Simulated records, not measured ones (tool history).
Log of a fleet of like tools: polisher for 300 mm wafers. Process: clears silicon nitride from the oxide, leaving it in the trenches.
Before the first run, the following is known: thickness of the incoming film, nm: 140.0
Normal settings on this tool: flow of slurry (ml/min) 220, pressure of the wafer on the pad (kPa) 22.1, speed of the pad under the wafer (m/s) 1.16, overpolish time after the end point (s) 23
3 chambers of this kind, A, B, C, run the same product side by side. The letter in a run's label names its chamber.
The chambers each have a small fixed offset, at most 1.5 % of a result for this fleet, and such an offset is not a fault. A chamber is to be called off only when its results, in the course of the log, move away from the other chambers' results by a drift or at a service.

run,hour,flow of slurry (ml/min),pressure of the wafer on the pad (kPa),speed of the pad under the wafer (m/s),overpolish time after the end point (s),wafers polished on this pad,hours since the slurry nozzle was cleaned,hours since the head pressure was calibrated,time until the end point was called (s)
1A,9.7,220,22.1,1.16,23,940,151.5,898.6,132.31
2C,18.8,220,22.1,1.16,23,631,170.3,24.5,129.05
3B,29.3,220,22.1,1.16,23,660,258.6,134.7,131.40
# hour 38.8: chamber B: worn pad replaced by a new one
4B,40.0,220,22.1,1.16,23,5,269.3,145.4,133.36
5A,52.2,220,22.1,1.16,23,1139,194.0,941.1,130.29
6C,64.0,220,22.1,1.16,23,843,215.5,69.7,128.52
7C,72.6,220,22.1,1.16,23,883,224.1,78.3,132.85
8A,80.1,220,22.1,1.16,23,1270,221.9,969.0,132.30
9B,91.5,220,22.1,1.16,23,246,320.8,196.9,131.47
10A,98.1,220,22.1,1.16,23,1354,239.9,987.0,132.45
11B,108.7,220,22.1,1.16,23,327,338.0,214.1,134.08
12C,120.4,220,22.1,1.16,23,1107,271.9,126.1,131.06
13A,127.7,220,22.1,1.16,23,1493,269.5,1016.6,135.15
14C,137.4,220,22.1,1.16,23,1187,288.9,143.1,129.57
# hour 148.9: chamber C: worn pad replaced by a new one
15B,150.1,220,22.1,1.16,23,521,379.4,255.5,132.98
16A,160.5,220,22.1,1.16,23,1646,302.3,1049.4,137.78
17B,172.4,220,22.1,0.96,23,625,401.7,277.8,160.06
# hour 175.5: chamber A: head pressure recalibrated
18C,178.8,220,22.1,0.96,23,140,330.3,184.5,157.97
19B,187.2,220,22.1,0.96,23,695,416.5,292.6,159.54
# hour 191.3: chamber A: slurry nozzle cleaned
20C,193.8,220,22.1,1.16,23,210,345.3,199.5,130.18
# hour 194.4: chamber B: worn pad replaced by a new one
21A,201.0,220,22.1,1.16,23,1836,9.7,25.5,136.62
22C,209.7,220,22.1,1.16,23,284,361.2,215.4,129.58
23A,223.5,220,22.1,1.16,23,1941,32.2,48.0,136.51
24B,235.8,220,22.1,1.16,23,194,465.1,341.2,133.54
25B,244.9,220,22.1,1.16,23,236,474.2,350.3,134.58
26A,258.3,220,22.1,1.16,23,2104,67.0,82.8,135.79
27C,267.5,220,22.1,1.16,23,555,419.0,273.2,129.82
28B,281.3,220,22.1,1.16,23,407,510.6,386.7,131.83
29A,292.7,220,22.1,1.16,23,2265,101.4,117.2,141.37
30C,305.3,220,22.1,1.16,23,732,456.8,311.0,131.46
31B,311.6,220,22.1,1.16,23,549,540.9,417.0,133.39
32C,320.8,220,22.1,1.16,23,804,472.3,326.5,129.81
33A,332.5,220,22.1,1.16,23,2451,141.2,157.0,143.41

Next, all 3 chambers run the settings below, one line each with question marks for the results. What does each chamber give?
34A,342.6,220,22.1,1.16,23,,,,?
34B,342.6,220,22.1,1.16,23,,,,?
34C,342.6,220,22.1,1.16,23,,,,?

run,time until the end point was called (s)
34A,142.35
34B,132.86
34C,130.22

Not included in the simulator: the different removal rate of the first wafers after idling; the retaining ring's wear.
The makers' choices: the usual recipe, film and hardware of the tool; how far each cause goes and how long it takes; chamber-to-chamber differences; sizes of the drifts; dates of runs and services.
